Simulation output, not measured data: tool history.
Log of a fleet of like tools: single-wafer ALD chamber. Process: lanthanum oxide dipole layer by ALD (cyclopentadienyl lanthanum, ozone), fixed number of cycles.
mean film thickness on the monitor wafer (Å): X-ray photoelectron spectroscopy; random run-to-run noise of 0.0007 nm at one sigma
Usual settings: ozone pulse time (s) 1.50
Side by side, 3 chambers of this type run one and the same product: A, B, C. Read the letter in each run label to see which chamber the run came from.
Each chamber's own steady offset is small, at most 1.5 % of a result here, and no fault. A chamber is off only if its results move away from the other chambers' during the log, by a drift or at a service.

run   hour  ozone pulse time (s)  read-back reference wafer on the same gauge, thickness_nm  mean film thickness on the monitor wafer (Å)
 1A   11.1                  1.50                                                    0.45830                                        5.5278
 2B   20.4                  1.50                                                    0.45802                                        5.4401
 3C   27.4                  1.50                                                    0.45814                                        5.4617
 4A   38.4                  1.50                                                    0.45816                                        5.5107
 5C   47.9                  1.50                                                    0.45853                                        5.4681
 6B   53.9                  0.98                                                    0.45861                                        4.9192
 7A   64.8                  0.98                                                    0.45849                                        4.9906
 8C   70.8                  0.98                                                    0.45847                                        4.9283
 9B   76.2                  1.50                                                    0.45871                                        5.4417
10B   85.2                  1.81                                                    0.45876                                        5.5645
11A   95.1                  1.81                                                    0.45882                                        5.6703
12C  105.0                  1.81                                                    0.45884                                        5.6022
13B  112.1                  1.50                                                    0.45878                                        5.4312
14A  122.6                  1.50                                                    0.45897                                        5.5344
15C  130.7                  1.50                                                    0.45904                                        5.4630
16C  140.6                  1.50                                                    0.45907                                        5.4727
17B  148.1                  1.87                                                    0.45917                                        5.5879
18A  158.8                  1.87                                                    0.45938                                        5.6777
19C  164.0                  1.87                                                    0.45924                                        5.6213
20A  169.6                  1.50                                                    0.45930                                        5.5395
21B  176.0                  1.50                                                    0.45932                                        5.4302
22A  184.4                  1.04                                                    0.45952                                        5.0992
23C  193.2                  1.04                                                    0.45953                                        5.0371
24B  203.9                  1.04                                                    0.45955                                        5.0392
25C  214.2                  1.50                                                    0.45980                                        5.4833
26A  221.9                  1.50                                                    0.45967                                        5.5396
27B  232.9                  1.50                                                    0.45997                                        5.4303
28B  242.0                  1.50                                                    0.45995                                        5.4564
29C  248.3                  1.50                                                    0.45987                                        5.4750
30A  255.0                  1.50                                                    0.46007                                        5.5425
31B  263.6                  1.50                                                    0.46013                                        5.4388
32C  273.9                  1.50                                                    0.46009                                        5.4892
33A  280.0                  1.50                                                    0.46027                                        5.5353
34C  286.2                  1.50                                                    0.46020                                        5.4808
35A  296.7                  1.50                                                    0.46040                                        5.5520

Is one chamber off against the others, does the gauge drift, or is nothing wrong? If a chamber is off, say which, and what the likeliest cause is.

None of the chambers is off. What moves is the gauge, dragging all their readings along together.
Cause: gauge reads high (%) = 0.524.
